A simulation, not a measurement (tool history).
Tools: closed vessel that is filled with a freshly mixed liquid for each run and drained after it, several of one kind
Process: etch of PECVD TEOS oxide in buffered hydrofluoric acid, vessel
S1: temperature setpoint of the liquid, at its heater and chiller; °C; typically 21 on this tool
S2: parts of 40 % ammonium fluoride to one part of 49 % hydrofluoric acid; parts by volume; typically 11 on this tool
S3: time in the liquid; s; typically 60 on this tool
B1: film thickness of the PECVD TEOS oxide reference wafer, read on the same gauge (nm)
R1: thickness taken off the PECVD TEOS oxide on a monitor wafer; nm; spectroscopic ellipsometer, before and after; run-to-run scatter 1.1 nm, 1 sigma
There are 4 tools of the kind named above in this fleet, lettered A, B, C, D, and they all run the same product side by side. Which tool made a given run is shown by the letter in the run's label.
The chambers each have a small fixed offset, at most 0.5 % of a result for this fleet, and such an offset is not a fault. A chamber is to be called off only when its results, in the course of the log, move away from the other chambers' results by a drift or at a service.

run	hour	S1	S2	S3	B1	R1
1A	4.9	21	11	60	149.99	125.7
2C	8.6	21	11	60	150	126.09
3B	13.6	21	11	60	149.97	124.08
4D	18.9	21	11	60	150	125
5C	22.7	21	11	60	149.98	126.43
6A	26.8	21	11	60	149.99	125.72
7D	32.2	26	11	40	149.99	108.08
8B	34.9	26	11	40	149.99	109.7
9D	38.6	26	11	40	149.98	108.94
10A	44.1	26	11	40	150.02	109
11B	47.9	21	11	60	149.99	124.48
12C	53.2	21	11	45	149.98	93.02
13D	56.1	21	11	45	149.96	93.852
14C	58.5	21	11	45	150.02	93.038
15B	61.6	21	11	45	150	91.533
16A	66.6	21	11	60	150	125.77
17B	70	21	11	60	150	126.27
18C	73	21	11	60	150.02	123.66
19A	78.3	21	11	60	150	126.93
20D	82.6	21	11	60	150	126.11
21D	85.7	21	11	60	149.99	126.21
22A	90.4	21	11	80	150.01	166.66
23C	93.3	21	11	80	149.98	166.51
24B	96.4	21	11	80	149.98	165.23
25B	101.9	21	11	80	150	165.2
26D	106.6	21	11	60	149.99	124.3
27A	111.6	19	11	45	150.02	82.89
# hour 112.2: chamber A: hydrofluoric acid flow meter replaced
28C	117.1	19	11	45	150	84.474
29D	121.3	19	11	45	149.98	84.773
30A	125.1	19	11	45	150	84.34
31B	128.5	21	11	60	150.01	126.4
# hour 129.7: chamber C: thermometer replaced
32C	132.6	21	11	60	149.98	124.92
33D	137.3	21	11	60	149.99	124.4
34A	142.6	21	11	60	150.01	124.49
35B	147.1	19	11	60	150.02	112.48

Next, every chamber runs the same settings. What will each give?
36A	151.2	21	11	60		?
36B	151.2	21	11	60		?
36C	151.2	21	11	60		?
36D	151.2	21	11	60		?

run	R1
36A	121.78
36B	125.57
36C	125.33
36D	125.76
